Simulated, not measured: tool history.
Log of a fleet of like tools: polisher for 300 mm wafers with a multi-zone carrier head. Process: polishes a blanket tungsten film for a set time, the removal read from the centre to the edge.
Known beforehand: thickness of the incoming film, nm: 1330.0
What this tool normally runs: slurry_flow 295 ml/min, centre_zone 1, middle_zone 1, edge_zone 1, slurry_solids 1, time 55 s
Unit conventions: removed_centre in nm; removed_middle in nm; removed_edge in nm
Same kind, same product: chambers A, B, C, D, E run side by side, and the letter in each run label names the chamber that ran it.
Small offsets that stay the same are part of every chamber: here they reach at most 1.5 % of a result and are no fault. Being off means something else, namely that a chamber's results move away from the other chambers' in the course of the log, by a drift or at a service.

Run 1A, hour 10.5: usual settings. Result: removed_centre 485.29 nm, removed_middle 476.49 nm, removed_edge 481.44 nm.
Run 2B, hour 21.2: usual settings. Result: removed_centre 482.45 nm, removed_middle 466.55 nm, removed_edge 472.55 nm.
At hour 29.4: chamber B: worn pad replaced by a new one.
Run 3E, hour 31.5: usual settings. Result: removed_centre 475.13 nm, removed_middle 462.79 nm, removed_edge 475.64 nm.
Run 4C, hour 42.8: usual settings. Result: removed_centre 480.52 nm, removed_middle 477.16 nm, removed_edge 483.91 nm.
At hour 44.9: chamber D: centre zone pressure recalibrated.
Run 5D, hour 49.9: usual settings. Result: removed_centre 475.48 nm, removed_middle 484.7 nm, removed_edge 479.16 nm.
Run 6E, hour 60.3: usual settings. Result: removed_centre 489.54 nm, removed_middle 476.69 nm, removed_edge 481.59 nm.
Run 7B, hour 66.4: usual settings. Result: removed_centre 474.5 nm, removed_middle 473.91 nm, removed_edge 487.27 nm.
Run 8C, hour 71.9: usual settings but edge_zone 1.06. Result: removed_centre 477.41 nm, removed_middle 464.62 nm, removed_edge 502.42 nm.
Run 9D, hour 80.6: usual settings but edge_zone 1.06. Result: removed_centre 486.13 nm, removed_middle 477.83 nm, removed_edge 480.38 nm.
Run 10A, hour 88.1: usual settings but edge_zone 1.06. Result: removed_centre 474.94 nm, removed_middle 465.19 nm, removed_edge 496.72 nm.
At hour 91.6: chamber C: worn pad replaced by a new one.
At hour 92.6: chamber A: worn pad replaced by a new one.
At hour 98.7: chamber B: worn pad replaced by a new one.
Run 11D, hour 99.1: usual settings but edge_zone 1.06. Result: removed_centre 475.56 nm, removed_middle 482.65 nm, removed_edge 493.76 nm.
Run 12A, hour 109.5: usual settings but edge_zone 1.06. Result: removed_centre 481.91 nm, removed_middle 468.61 nm, removed_edge 499.51 nm.
At hour 110.3: chamber E: slurry nozzle cleaned.
Run 13E, hour 116.5: usual settings. Result: removed_centre 480.48 nm, removed_middle 472.53 nm, removed_edge 476.02 nm.
Run 14B, hour 122.6: usual settings. Result: removed_centre 478.13 nm, removed_middle 476.33 nm, removed_edge 485.16 nm.
Run 15C, hour 131.5: usual settings but slurry_flow 245 ml/min, time 40 s. Result: removed_centre 339.84 nm, removed_middle 342.89 nm, removed_edge 340.58 nm.
At hour 134.8: chamber D: worn pad replaced by a new one.
Run 16E, hour 138.3: usual settings but slurry_flow 245 ml/min, time 40 s. Result: removed_centre 336.14 nm, removed_middle 329.39 nm, removed_edge 341.54 nm.
Run 17C, hour 147: usual settings but slurry_flow 245 ml/min, time 40 s. Result: removed_centre 344.09 nm, removed_middle 343.66 nm, removed_edge 339.84 nm.
Run 18B, hour 153: usual settings but slurry_flow 245 ml/min, time 40 s. Result: removed_centre 338.4 nm, removed_middle 341.4 nm, removed_edge 339.27 nm.
Run 19A, hour 161.1: usual settings but slurry_flow 245 ml/min, time 40 s. Result: removed_centre 334.68 nm, removed_middle 338.83 nm, removed_edge 348.3 nm.
Run 20D, hour 168.8: usual settings but slurry_solids 1.1, time 62 s. Result: removed_centre 554.78 nm, removed_middle 555.79 nm, removed_edge 552.56 nm.
Run 21D, hour 177.9: usual settings but slurry_solids 1.1, time 62 s. Result: removed_centre 552.42 nm, removed_middle 553.89 nm, removed_edge 542.29 nm.
At hour 183.2: chamber B: worn pad replaced by a new one.
Run 22A, hour 188: usual settings but slurry_solids 1.1, time 62 s. Result: removed_centre 554.61 nm, removed_middle 536.89 nm, removed_edge 547.93 nm.
Run 23B, hour 197.4: usual settings but slurry_solids 1.1, time 62 s. Result: removed_centre 540.13 nm, removed_middle 551.02 nm, removed_edge 555.89 nm.
At hour 204.6: chamber A: worn pad replaced by a new one.
Run 24E, hour 208: usual settings but slurry_solids 1.1, time 62 s. Result: removed_centre 546.78 nm, removed_middle 528.79 nm, removed_edge 524.13 nm.
Run 25C, hour 213.1: usual settings. Result: removed_centre 487.85 nm, removed_middle 487.65 nm, removed_edge 479.14 nm.
Run 26B, hour 219.4: usual settings. Result: removed_centre 471.65 nm, removed_middle 470.03 nm, removed_edge 482.95 nm.
Run 27C, hour 231: usual settings. Result: removed_centre 476.39 nm, removed_middle 482.76 nm, removed_edge 483.68 nm.
Run 28E, hour 238.8: usual settings but edge_zone 1.09, slurry_solids 0.9. Result: removed_centre 458.12 nm, removed_middle 431.88 nm, removed_edge 474.44 nm.
Run 29A, hour 244.3: usual settings but edge_zone 1.09, slurry_solids 0.9. Result: removed_centre 462.93 nm, removed_middle 467.02 nm, removed_edge 492.22 nm.
At hour 244.5: chamber B: edge zone pressure recalibrated.
Run 30D, hour 249.6: usual settings but edge_zone 1.09, slurry_solids 0.9. Result: removed_centre 467.66 nm, removed_middle 472.56 nm, removed_edge 485.38 nm.
At hour 258.1: chamber D: worn pad replaced by a new one.
Run 31E, hour 258.2: usual settings but edge_zone 1.09, slurry_solids 0.9. Result: removed_centre 447.78 nm, removed_middle 438.47 nm, removed_edge 463.06 nm.
At hour 261.7: chamber B: worn pad replaced by a new one.
Run 32A, hour 269.6: usual settings but edge_zone 1.09, slurry_solids 0.9. Result: removed_centre 469.8 nm, removed_middle 462.78 nm, removed_edge 489.39 nm.
At hour 271.4: chamber C: worn pad replaced by a new one.
Run 33C, hour 279: usual settings. Result: removed_centre 484.68 nm, removed_middle 480.1 nm, removed_edge 476.38 nm.
Run 34B, hour 288: usual settings. Result: removed_centre 477.89 nm, removed_middle 478.86 nm, removed_edge 477.66 nm.
Run 35D, hour 294: usual settings. Result: removed_centre 482 nm, removed_middle 475.98 nm, removed_edge 475.17 nm.
Run 36C, hour 304.8: usual settings. Result: removed_centre 482.01 nm, removed_middle 477.72 nm, removed_edge 483.98 nm.
At hour 309.9: chamber A: worn pad replaced by a new one.
Run 37A, hour 311.3: usual settings. Result: removed_centre 484.83 nm, removed_middle 471.74 nm, removed_edge 476.9 nm.
Run 38B, hour 317.3: usual settings. Result: removed_centre 473.48 nm, removed_middle 477.24 nm, removed_edge 479.94 nm.
Run 39D, hour 325.6: usual settings. Result: removed_centre 477.63 nm, removed_middle 480.1 nm, removed_edge 475.88 nm.
Run 40E, hour 334.2: usual settings. Result: removed_centre 453.27 nm, removed_middle 445.73 nm, removed_edge 446.36 nm.
At hour 335: chamber B: worn pad replaced by a new one.
Run 41B, hour 343.1: usual settings but slurry_solids 0.85. Result: removed_centre 452.33 nm, removed_middle 460.14 nm, removed_edge 459.46 nm.

What goes on in this fleet: one chamber off, a drifting gauge, or nothing beyond the chambers' own small offsets? Name the chamber and the cause, if any.

Chamber E drifts away from the others.
What lies behind it: removal rate lost through wear of the pad, % = 6.56.

Chamber E could run next with any of the 4 candidate recipes listed below; each alters the usual settings, and their results appear as question marks. Which one brings its results back in line with what the other chambers deliver on the usual settings?
A result is in line if it is within this distance of the other chambers' mean on the usual settings: removed_centre 16 nm; removed_middle 21 nm; removed_edge 15 nm
Run 42E-1, hour 351.7: usual settings but middle_zone 1.01, time 59 s. Result: removed_centre ?, removed_middle ?, removed_edge ?.
Run 42E-2, hour 351.7: usual settings but middle_zone 0.99, time 51 s. Result: removed_centre ?, removed_middle ?, removed_edge ?.
Run 42E-3, hour 351.7: usual settings but slurry_flow 290 ml/min, centre_zone 1.01, middle_zone 0.98, time 47 s. Result: removed_centre ?, removed_middle ?, removed_edge ?.
Run 42E-4, hour 351.7: usual settings but slurry_flow 300 ml/min, centre_zone 0.99, middle_zone 1.02, time 63 s. Result: removed_centre ?, removed_middle ?, removed_edge ?.

On the usual settings, the other chambers give on average: removed_centre 479.41 nm; removed_middle 476.22 nm; removed_edge 479.38 nm
  run  removed_centre  removed_middle  removed_edge
42E-1          485.88          482.02        482.34
42E-2          419.93          409.03        417.06
42E-3          390.55          372.79        383.92
42E-4          514.01          520.28         515.6
The right change is 42E-1: it brings the chamber back within the allowed miss of the others.
